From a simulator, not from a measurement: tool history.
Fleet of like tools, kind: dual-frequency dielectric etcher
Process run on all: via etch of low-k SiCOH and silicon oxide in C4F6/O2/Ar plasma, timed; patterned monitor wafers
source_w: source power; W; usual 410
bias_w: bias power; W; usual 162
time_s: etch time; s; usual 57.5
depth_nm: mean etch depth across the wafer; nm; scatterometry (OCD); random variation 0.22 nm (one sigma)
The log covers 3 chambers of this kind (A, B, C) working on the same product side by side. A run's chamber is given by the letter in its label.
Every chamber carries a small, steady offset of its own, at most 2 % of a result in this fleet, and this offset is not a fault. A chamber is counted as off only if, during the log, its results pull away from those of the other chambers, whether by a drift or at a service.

run	hour	source_w	bias_w	time_s	read-back reference wafer on the same gauge, depth_nm	depth_nm
1B	3.2	410	162	57.5	126.06	155.97
2A	9.9	410	162	57.5	126.06	154.34
3C	15.7	410	162	57.5	126.10	158.14
4C	18.7	410	162	57.5	126.11	158.06
5B	25.0	410	162	57.5	126.12	156.18
6A	31.2	410	130	57.5	126.19	145.19
# hour 35.0: chamber B: wet clean of the chamber
7C	35.7	410	130	57.5	126.17	147.62
8A	41.5	410	130	57.5	126.18	144.61
9B	45.2	410	162	57.5	126.21	156.26
10C	50.2	410	162	57.5	126.21	158.15
11B	56.9	410	162	57.5	126.28	156.39
12A	61.3	410	162	57.5	126.28	154.71
13B	67.2	410	162	57.5	126.31	156.52
14A	72.4	410	162	57.5	126.40	154.96
15C	76.4	410	162	57.5	126.39	158.23
16A	79.7	410	162	57.5	126.42	155.00
17B	82.6	410	162	57.5	126.41	156.51
18C	87.8	410	162	57.5	126.45	158.44
19A	94.4	410	162	57.5	126.46	154.97
20B	97.4	410	162	57.5	126.53	157.00
21C	101.0	410	162	57.5	126.46	158.34
22C	104.4	410	162	57.5	126.59	158.53
# hour 107.7: chamber A: wet clean of the chamber
23A	108.9	410	162	57.5	126.57	155.22
24B	113.0	410	162	57.5	126.58	156.67
25C	116.7	410	162	57.5	126.62	158.71
26B	122.6	410	162	57.5	126.65	156.33
27A	125.8	410	131	48.5	126.66	122.77
28B	129.9	410	131	48.5	126.67	124.24
29A	133.7	410	131	48.5	126.74	122.64
30C	136.7	410	162	57.5	126.73	158.89
31C	140.8	410	162	57.5	126.74	158.84

All chambers now run identical settings, listed one chamber a line with results as question marks. What results will each chamber show?
32A	145.7	380	162	57.5		?
32B	145.7	380	162	57.5		?
32C	145.7	380	162	57.5		?

run	depth_nm
32A	150.95
32B	152.13
32C	154.07
